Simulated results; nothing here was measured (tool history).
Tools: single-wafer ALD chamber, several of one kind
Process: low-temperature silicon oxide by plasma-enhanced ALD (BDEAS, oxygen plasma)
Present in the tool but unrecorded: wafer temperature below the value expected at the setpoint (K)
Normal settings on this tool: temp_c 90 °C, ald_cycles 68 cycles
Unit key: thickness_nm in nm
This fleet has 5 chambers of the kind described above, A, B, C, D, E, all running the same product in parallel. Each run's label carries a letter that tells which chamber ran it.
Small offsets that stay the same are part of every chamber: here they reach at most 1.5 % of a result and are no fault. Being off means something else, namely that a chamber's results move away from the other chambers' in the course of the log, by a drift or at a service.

| run | hour | temp_c | ald_cycles | hours since the last thermocouple change | read-back reference wafer on the same gauge, thickness_nm | thickness_nm |
|---|---|---|---|---|---|---|
| 1E | 3.3 | 90 | 68 | 2117.5 | 9.7019 | 10.1870 |
| 2C | 7.7 | 90 | 68 | 366.3 | 9.6985 | 10.0700 |
| 3D | 10.8 | 90 | 68 | 947.3 | 9.6980 | 10.0510 |
| 4A | 15.3 | 90 | 68 | 629.4 | 9.6991 | 9.9661 |
| 5B | 19.9 | 90 | 68 | 44.7 | 9.6978 | 10.1220 |
| 6B | 24.1 | 90 | 68 | 48.9 | 9.7035 | 10.0810 |
| 7C | 28.7 | 90 | 61 | 387.3 | 9.7019 | 9.0422 |
| 8E | 34.0 | 90 | 61 | 2148.2 | 9.6958 | 9.1425 |
| 9A | 36.6 | 90 | 61 | 650.7 | 9.6971 | 8.9635 |
| 10D | 41.7 | 90 | 61 | 978.2 | 9.6982 | 9.0453 |
| 11B | 46.4 | 90 | 61 | 71.2 | 9.7037 | 9.0358 |
| 12E | 51.6 | 90 | 68 | 2165.8 | 9.7020 | 10.1740 |
| 13A | 56.7 | 90 | 68 | 670.8 | 9.6993 | 9.9660 |
| 14C | 61.6 | 90 | 68 | 420.2 | 9.7011 | 10.0530 |
| 15D | 66.1 | 90 | 68 | 1002.6 | 9.6977 | 10.0620 |
| 16E | 71.0 | 103 | 76 | 2185.2 | 9.7031 | 10.9220 |
| 17A | 74.9 | 103 | 76 | 689.0 | 9.7019 | 10.7000 |
| 18D | 80.2 | 103 | 76 | 1016.7 | 9.7025 | 10.7910 |
| 19C | 82.9 | 103 | 76 | 441.5 | 9.7016 | 10.7830 |
| 20B | 85.9 | 103 | 76 | 110.7 | 9.6943 | 10.7770 |
| 21A | 90.6 | 90 | 68 | 704.7 | 9.6980 | 10.0100 |
| 22B | 94.3 | 90 | 68 | 119.1 | 9.7003 | 10.0550 |
| 23D | 97.7 | 90 | 68 | 1034.2 | 9.7006 | 10.0700 |
| 24E | 100.9 | 90 | 68 | 2215.1 | 9.7005 | 10.1930 |
| 25C | 106.1 | 90 | 68 | 464.7 | 9.6963 | 10.0980 |
| 26D | 109.3 | 90 | 68 | 1045.8 | 9.6975 | 10.0840 |
| 27A | 113.5 | 90 | 68 | 727.6 | 9.7042 | 9.9427 |
| 28C | 117.1 | 90 | 68 | 475.7 | 9.7056 | 10.0460 |
| 29B | 120.7 | 90 | 68 | 145.5 | 9.6955 | 10.0950 |
| 30E | 125.2 | 99 | 68 | 2239.4 | 9.6961 | 9.8731 |
| 31D | 128.3 | 99 | 68 | 1064.8 | 9.7038 | 9.7714 |
| 32A | 131.7 | 99 | 68 | 745.8 | 9.6963 | 9.6592 |
| 33E | 134.5 | 99 | 68 | 2248.7 | 9.6988 | 9.8298 |
| 34C | 137.1 | 99 | 68 | 495.7 | 9.6997 | 9.7349 |

For the next run the whole fleet of 5 chambers uses the same settings. Give each chamber's results:
| 35A | 141.0 | 90 | 76 |  |  | ? |
| 35B | 141.0 | 90 | 76 |  |  | ? |
| 35C | 141.0 | 90 | 76 |  |  | ? |
| 35D | 141.0 | 90 | 76 |  |  | ? |
| 35E | 141.0 | 90 | 76 |  |  | ? |

| run | thickness_nm |
|---|---|
| 35A | 11.1960 |
| 35B | 11.2570 |
| 35C | 11.2660 |
| 35D | 11.3100 |
| 35E | 11.3940 |
